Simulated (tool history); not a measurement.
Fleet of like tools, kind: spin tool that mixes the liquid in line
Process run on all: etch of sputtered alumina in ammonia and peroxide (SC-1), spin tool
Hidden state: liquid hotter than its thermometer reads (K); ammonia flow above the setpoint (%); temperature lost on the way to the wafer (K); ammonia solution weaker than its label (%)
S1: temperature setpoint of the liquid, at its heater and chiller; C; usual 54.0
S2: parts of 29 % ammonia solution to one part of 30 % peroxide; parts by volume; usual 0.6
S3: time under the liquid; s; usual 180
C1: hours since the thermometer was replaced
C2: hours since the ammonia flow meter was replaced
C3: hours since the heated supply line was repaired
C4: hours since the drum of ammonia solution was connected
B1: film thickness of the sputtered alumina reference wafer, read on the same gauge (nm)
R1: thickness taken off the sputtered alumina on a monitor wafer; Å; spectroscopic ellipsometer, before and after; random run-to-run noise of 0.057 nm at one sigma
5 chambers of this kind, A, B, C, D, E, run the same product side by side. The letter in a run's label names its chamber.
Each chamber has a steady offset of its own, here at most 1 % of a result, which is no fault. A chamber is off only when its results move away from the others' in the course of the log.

run	hour	S1	S2	S3	C1	C2	C3	C4	B1	R1
1D	6.9	54.0	0.6	180	182.8	107.7	266.9	343.1	130.01	114.720
2E	13.1	54.0	0.6	180	970.3	313.1	666.5	125.2	130.05	114.910
3A	17.6	54.0	0.6	180	274.5	461.8	328.5	613.3	130.00	115.490
4C	23.0	54.0	0.6	180	132.1	925.5	2078.4	278.7	130.01	116.800
5B	30.1	54.0	0.6	180	418.8	322.1	76.2	565.4	130.03	114.800
6A	37.4	54.0	0.6	180	294.3	481.6	348.3	633.1	129.97	116.050
7E	44.8	54.0	0.6	180	1002.0	344.8	698.2	156.9	130.02	114.450
8C	48.1	54.0	0.6	180	157.2	950.6	2103.5	303.8	130.01	114.870
9B	51.9	54.0	0.6	180	440.6	343.9	98.0	587.2	130.03	114.300
10D	57.6	54.0	0.6	180	233.5	158.4	317.6	393.8	129.99	114.740
11D	63.7	54.0	0.6	180	239.6	164.5	323.7	399.9	130.02	113.680
12E	69.9	54.0	0.6	180	1027.1	369.9	723.3	182.0	130.01	114.560
# hour 76.1: chamber C: heated supply line repaired
13A	77.4	54.0	0.6	180	334.3	521.6	388.3	673.1	129.97	115.470
14B	83.7	60.5	0.8	180	472.4	375.7	129.8	619.0	130.07	165.010
15C	91.2	60.5	0.8	180	200.3	993.7	15.1	346.9	129.97	168.500
16C	96.4	60.5	0.8	180	205.5	998.9	20.3	352.1	129.98	168.800
17E	99.6	60.5	0.8	180	1056.8	399.6	753.0	211.7	129.99	164.410
18D	104.0	60.5	0.8	180	279.9	204.8	364.0	440.2	129.99	163.340
19A	108.7	54.0	0.6	180	365.6	552.9	419.6	704.4	130.00	115.550
20B	112.3	54.0	0.6	180	501.0	404.3	158.4	647.6	130.02	115.150
21E	117.0	54.0	0.6	180	1074.2	417.0	770.4	229.1	129.99	114.810
22D	123.0	54.0	0.6	180	298.9	223.8	383.0	459.2	130.01	112.770
23B	129.8	54.0	0.6	180	518.5	421.8	175.9	665.1	129.97	114.940
24A	135.8	54.0	0.6	180	392.7	580.0	446.7	731.5	129.93	116.040
25C	140.1	54.0	0.6	180	249.2	1042.6	64.0	395.8	130.01	115.600
26E	143.4	54.0	0.6	180	1100.6	443.4	796.8	255.5	129.97	114.570
27D	149.5	54.0	0.6	180	325.4	250.3	409.5	485.7	130.00	114.390
28B	156.9	54.0	0.6	180	545.6	448.9	203.0	692.2	129.98	113.720
29A	163.7	54.0	0.6	180	420.6	607.9	474.6	759.4	130.01	115.960
30C	169.9	54.0	0.6	110	279.0	1072.4	93.8	425.6	130.02	70.183
31E	174.0	54.0	0.6	110	1131.2	474.0	827.4	286.1	130.02	70.507
32A	180.9	54.0	0.6	110	437.8	625.1	491.8	776.6	130.03	70.713
33C	187.0	54.0	0.6	110	296.1	1089.5	110.9	442.7	129.96	70.297
34B	190.3	54.0	0.6	110	579.0	482.3	236.4	725.6	130.00	69.614
35D	196.4	54.0	0.6	180	372.3	297.2	456.4	532.6	130.05	114.130
36D	201.8	54.0	0.6	180	377.7	302.6	461.8	538.0	130.02	114.470
37A	206.9	54.0	0.6	180	463.8	651.1	517.8	802.6	129.94	115.510
38E	214.3	54.0	0.6	180	1171.5	514.3	867.7	326.4	130.00	114.810
39B	220.8	54.0	0.6	180	609.5	512.8	266.9	756.1	129.97	114.310

All 5 chambers run these settings next. Forecast each chamber's results:
40A	226.2	54.0	0.6	180						?
40B	226.2	54.0	0.6	180						?
40C	226.2	54.0	0.6	180						?
40D	226.2	54.0	0.6	180						?
40E	226.2	54.0	0.6	180						?

run	R1
40A	116.080
40B	113.860
40C	115.120
40D	113.600
40E	115.030

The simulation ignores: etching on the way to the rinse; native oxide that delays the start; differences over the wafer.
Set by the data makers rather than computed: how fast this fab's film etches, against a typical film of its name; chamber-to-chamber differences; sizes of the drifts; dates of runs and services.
